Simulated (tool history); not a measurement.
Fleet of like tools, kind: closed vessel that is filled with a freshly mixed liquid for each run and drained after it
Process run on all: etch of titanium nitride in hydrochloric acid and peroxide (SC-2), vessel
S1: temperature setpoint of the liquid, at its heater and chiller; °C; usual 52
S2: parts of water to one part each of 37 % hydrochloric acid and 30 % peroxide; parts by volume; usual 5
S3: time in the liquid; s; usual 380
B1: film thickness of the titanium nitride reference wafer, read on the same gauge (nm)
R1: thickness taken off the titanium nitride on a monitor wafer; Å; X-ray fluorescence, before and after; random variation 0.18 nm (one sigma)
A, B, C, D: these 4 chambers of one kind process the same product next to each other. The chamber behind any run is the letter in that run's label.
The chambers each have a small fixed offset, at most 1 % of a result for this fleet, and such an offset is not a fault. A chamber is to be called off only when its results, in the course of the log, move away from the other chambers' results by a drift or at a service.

run	hour	S1	S2	S3	B1	R1
1D	2.4	52	5	380	80.029	188.31
2A	5.4	52	5	380	79.983	185.97
3C	7.8	52	5	380	79.97	189.69
4B	10.6	52	5	380	79.997	181
5C	14.4	52	5	380	80.009	189.32
6A	18	52	5	380	79.978	186.09
7D	20.7	52	5	380	80.008	186.9
8B	25	52	5	380	80.007	187.1
9A	27.7	52	6	220	79.982	92.874
10C	30	52	6	220	80.015	96.017
11B	34.8	52	6	220	79.98	93.52
12D	37.1	52	6	220	79.991	93.843
13B	41.4	52	5	380	79.981	184.27
14C	44.4	52	5	380	80.001	189.05
15A	48.1	52	5	380	80.015	182.32
16D	52.3	52	5	380	79.982	182.24
17C	55.2	52	5	380	79.994	188.44
18D	58.2	52	5	380	79.997	178.52
19B	60.7	52	5	380	80.021	186.1
20A	63.9	58	5	465	80.019	325.2
21A	67.2	58	5	465	80.011	332.57
22D	70.4	58	5	465	79.986	320.99
23C	74.3	58	5	465	80.009	337.09
24B	77.4	52	5	380	80.004	184.52
# hour 81.1: chamber C: new drum of peroxide connected
25C	81.7	52	5	380	80.011	185.28
26B	84.5	52	5	380	79.988	182.63
27A	88.1	52	5	380	80.002	184.34
28D	91.6	52	5	380	80.013	173.48
29D	96.1	52	5	380	80.001	170.24
30C	100.5	52	5	380	79.998	188.94
31A	104.4	52	5	245	79.992	117.39
32B	107.9	52	5	245	79.967	119.66
33A	111.7	52	5	245	79.991	117.16
34D	116.4	52	5	245	79.997	106.62
# hour 116.5: chamber A: new drum of peroxide connected
35B	119	52	5	380	80.045	186.4
36C	123.2	52	5	380	80.003	189.44
37C	126.5	52	5	380	79.966	185.5
38A	129.9	52	5	380	80.031	187.97
39B	134.6	52	5	380	80.025	185.28
40D	137.1	52	5	380	79.99	165.05
41C	141.5	52	5	380	79.984	192.2

Predict what each chamber gives when all 4 of them run the settings below next.
42A	145	48	5	380		?
42B	145	48	5	380		?
42C	145	48	5	380		?
42D	145	48	5	380		?

run	R1
42A	139.97
42B	139.8
42C	142.48
42D	123.71
